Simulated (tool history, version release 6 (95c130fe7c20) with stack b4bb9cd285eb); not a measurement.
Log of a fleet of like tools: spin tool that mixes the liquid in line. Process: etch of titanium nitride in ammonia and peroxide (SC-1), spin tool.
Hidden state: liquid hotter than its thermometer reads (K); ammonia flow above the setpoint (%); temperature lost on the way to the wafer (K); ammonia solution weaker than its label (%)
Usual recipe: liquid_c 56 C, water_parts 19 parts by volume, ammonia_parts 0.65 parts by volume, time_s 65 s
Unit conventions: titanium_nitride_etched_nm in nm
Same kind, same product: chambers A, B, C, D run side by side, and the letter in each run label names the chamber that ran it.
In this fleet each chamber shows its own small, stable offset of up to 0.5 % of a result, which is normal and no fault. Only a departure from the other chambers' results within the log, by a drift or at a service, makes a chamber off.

| run | day | liquid_c | water_parts | ammonia_parts | time_s | hours since the thermometer was replaced | hours since the ammonia flow meter was replaced | hours since the heated supply line was repaired | hours since the drum of ammonia solution was connected | read-back film thickness of the titanium nitride reference wafer, read on the same gauge (nm) | titanium_nitride_etched_nm |
|---|---|---|---|---|---|---|---|---|---|---|---|
| 1A | 0.442 | 56 | 19 | 0.65 | 65 | 2384.4 | 148.5 | 833.8 | 721 | 100.02 | 4.1891 |
| 2C | 0.833 | 56 | 19 | 0.65 | 65 | 217.7 | 244.3 | 2394.2 | 879.5 | 100 | 4.234 |
| 3B | 1.179 | 56 | 19 | 0.65 | 65 | 865.9 | 673 | 2326.2 | 36.9 | 99.991 | 4.1774 |
| 4D | 1.475 | 56 | 19 | 0.65 | 65 | 868 | 542.7 | 2941.5 | 71.2 | 99.997 | 4.2069 |
|  | 1.583 | chamber C: new drum of ammonia solution connected |
| 5A | 1.971 | 56 | 19 | 0.65 | 65 | 2421.1 | 185.2 | 870.5 | 757.7 | 99.992 | 4.192 |
| 6C | 2.417 | 56 | 19 | 0.65 | 65 | 255.7 | 282.3 | 2432.2 | 20.1 | 99.955 | 4.2295 |
| 7B | 2.871 | 56 | 27.5 | 0.65 | 65 | 906.5 | 713.6 | 2366.8 | 77.5 | 100.01 | 3.3339 |
| 8D | 3.1 | 56 | 27.5 | 0.65 | 65 | 907 | 581.7 | 2980.5 | 110.2 | 100.01 | 3.3942 |
| 9A | 3.412 | 56 | 27.5 | 0.65 | 65 | 2455.7 | 219.8 | 905.1 | 792.3 | 100.01 | 3.358 |
| 10D | 3.896 | 56 | 27.5 | 0.65 | 65 | 926.1 | 600.8 | 2999.6 | 129.3 | 100.02 | 3.4296 |
| 11C | 4.242 | 56 | 19 | 0.65 | 65 | 299.5 | 326.1 | 2476 | 63.9 | 99.988 | 4.2665 |
|  | 4.633 | chamber B: ammonia flow meter replaced |
| 12B | 4.692 | 56 | 19 | 0.65 | 65 | 950.2 | 1.4 | 2410.5 | 121.2 | 99.998 | 4.0181 |
| 13B | 5.125 | 56 | 19 | 0.65 | 65 | 960.6 | 11.8 | 2420.9 | 131.6 | 100.03 | 3.9467 |
| 14C | 5.612 | 56 | 19 | 0.65 | 65 | 332.4 | 359 | 2508.9 | 96.8 | 100.01 | 4.2625 |
| 15D | 5.95 | 56 | 19 | 0.65 | 65 | 975.4 | 650.1 | 3048.9 | 178.6 | 99.996 | 4.1782 |
| 16A | 6.438 | 56 | 11 | 0.65 | 35 | 2528.3 | 292.4 | 977.7 | 864.9 | 99.972 | 2.9922 |
| 17B | 6.754 | 56 | 11 | 0.65 | 35 | 999.7 | 50.9 | 2460 | 170.7 | 99.987 | 2.854 |
| 18D | 7.038 | 56 | 11 | 0.65 | 35 | 1001.5 | 676.2 | 3075 | 204.7 | 99.993 | 3.0632 |
| 19C | 7.421 | 56 | 11 | 0.65 | 35 | 375.8 | 402.4 | 2552.3 | 140.2 | 100.02 | 3.0638 |
| 20A | 7.646 | 56 | 19 | 0.65 | 65 | 2557.3 | 321.4 | 1006.7 | 893.9 | 100.03 | 4.1275 |
|  | 7.833 | chamber D: ammonia flow meter replaced |
| 21A | 7.967 | 56 | 19 | 0.65 | 65 | 2565 | 329.1 | 1014.4 | 901.6 | 100.01 | 4.1983 |
| 22D | 8.317 | 56 | 19 | 0.65 | 65 | 1032.2 | 11.6 | 3105.7 | 235.4 | 99.983 | 4.2096 |
| 23C | 8.658 | 56 | 19 | 0.65 | 65 | 405.5 | 432.1 | 2582 | 169.9 | 99.98 | 4.2543 |
| 24B | 8.879 | 56 | 19 | 0.65 | 65 | 1050.7 | 101.9 | 2511 | 221.7 | 100.02 | 3.7948 |
| 25B | 9.121 | 56 | 19 | 0.65 | 65 | 1056.5 | 107.7 | 2516.8 | 227.5 | 100.01 | 3.7911 |

Decide between three cases: one chamber stands off from its peers, the gauge reading all wafers drifts, or nothing is wrong past each chamber's small offset. Where a chamber is off, say which and what most likely put it there.

One chamber, B, drifts off from the rest bit by bit.
What lies behind it: temperature lost on the way to the wafer (K) = 1.67.
From this log alone, it may not be told apart from: liquid colder than its thermometer reads (K).

Chamber B could run next with any of the 4 candidate recipes listed below; each alters the usual settings, and their results appear as question marks. Which one brings its results back in line with what the other chambers deliver on the usual settings?
In line means no further than this from the other chambers' mean on the usual settings: titanium_nitride_etched_nm 0.11 nm
| 26B-1 | 9.479 | 54.5 | 19 | 0.65 | 65 |  |  |  |  |  | ? |
| 26B-2 | 9.479 | 57.5 | 18.5 | 0.65 | 65 |  |  |  |  |  | ? |
| 26B-3 | 9.479 | 56 | 17 | 0.65 | 65 |  |  |  |  |  | ? |
| 26B-4 | 9.479 | 56 | 19 | 0.45 | 65 |  |  |  |  |  | ? |

Other chambers, usual settings, mean: titanium_nitride_etched_nm 4.2045 nm
| run | titanium_nitride_etched_nm |
|---|---|
| 26B-1 | 3.3753 |
| 26B-2 | 4.2104 |
| 26B-3 | 3.9819 |
| 26B-4 | 3.5028 |
It is 26B-2 that realigns the chamber with its peers.
